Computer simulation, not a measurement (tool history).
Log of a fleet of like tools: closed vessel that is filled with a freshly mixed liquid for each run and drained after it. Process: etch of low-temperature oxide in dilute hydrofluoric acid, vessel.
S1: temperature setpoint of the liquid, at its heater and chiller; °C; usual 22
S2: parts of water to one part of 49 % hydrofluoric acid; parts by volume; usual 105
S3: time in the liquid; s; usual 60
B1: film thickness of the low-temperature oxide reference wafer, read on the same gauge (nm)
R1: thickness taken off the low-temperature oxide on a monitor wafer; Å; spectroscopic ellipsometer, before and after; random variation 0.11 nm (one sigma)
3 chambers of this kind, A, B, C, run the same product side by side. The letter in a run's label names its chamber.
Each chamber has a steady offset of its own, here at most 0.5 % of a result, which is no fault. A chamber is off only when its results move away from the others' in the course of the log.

run	hour	S1	S2	S3	B1	R1
1C	15.2	22	105	60	80.009	148.66
# hour 17.3: chamber C: thermometer replaced
2A	22.3	22	105	60	79.987	146.82
# hour 28.3: chamber B: thermometer replaced
3B	33.9	22	105	60	80.005	145.92
4A	41.6	22	105	60	79.999	143.85
5B	48.5	22	105	60	80.001	145.4
6C	59.1	22	105	60	79.983	147.18
7A	69.6	22	105	60	80.003	148.07
8B	80.9	22	105	60	79.986	143.77
9C	91.8	22	90	60	80.011	170.92
10B	102.1	22	90	60	80.019	169.99
11A	110.9	22	90	60	79.995	174.19
12C	119	22	105	60	80.005	140.02
13A	134.1	22	105	60	79.996	143.93
14B	146.2	22	130	60	79.999	114.6
15C	153.6	22	130	60	80.002	109.84
16B	164.4	22	130	60	79.996	113.51
17A	175.4	22	105	60	79.99	145.71
18C	185.1	22	105	60	79.995	138.42
19C	194.7	22	105	60	79.989	137.63
20B	207.3	25.5	105	60	79.991	166.45
21A	214.3	25.5	105	60	80.005	169.19

What goes on in this fleet: one chamber off, a drifting gauge, or nothing beyond the chambers' own small offsets? Name the chamber and the cause, if any.

Chamber C drifts away from the others.
Cause: hydrofluoric acid flow below the setpoint (%) = 6.82.
The log may not tell that from: liquid colder than its thermometer reads (K).

Here are 4 candidates for chamber C's next run, each the usual settings with a change, their results left as question marks. Which one brings its results back in line with what the others give on the usual settings?
In line means no further than this from the other chambers' mean on the usual settings: R1 3.9 Å
22C-1	225.3	20	105	60		?
22C-2	225.3	22	105	65		?
22C-3	225.3	22.5	100	65		?
22C-4	225.3	21.5	110	55		?

The other chambers' mean on the usual settings: R1 145.66 Å
run	R1
22C-1	124.45
22C-2	146.22
22C-3	157.66
22C-4	115.02
22C-2 brings the chamber back in line.

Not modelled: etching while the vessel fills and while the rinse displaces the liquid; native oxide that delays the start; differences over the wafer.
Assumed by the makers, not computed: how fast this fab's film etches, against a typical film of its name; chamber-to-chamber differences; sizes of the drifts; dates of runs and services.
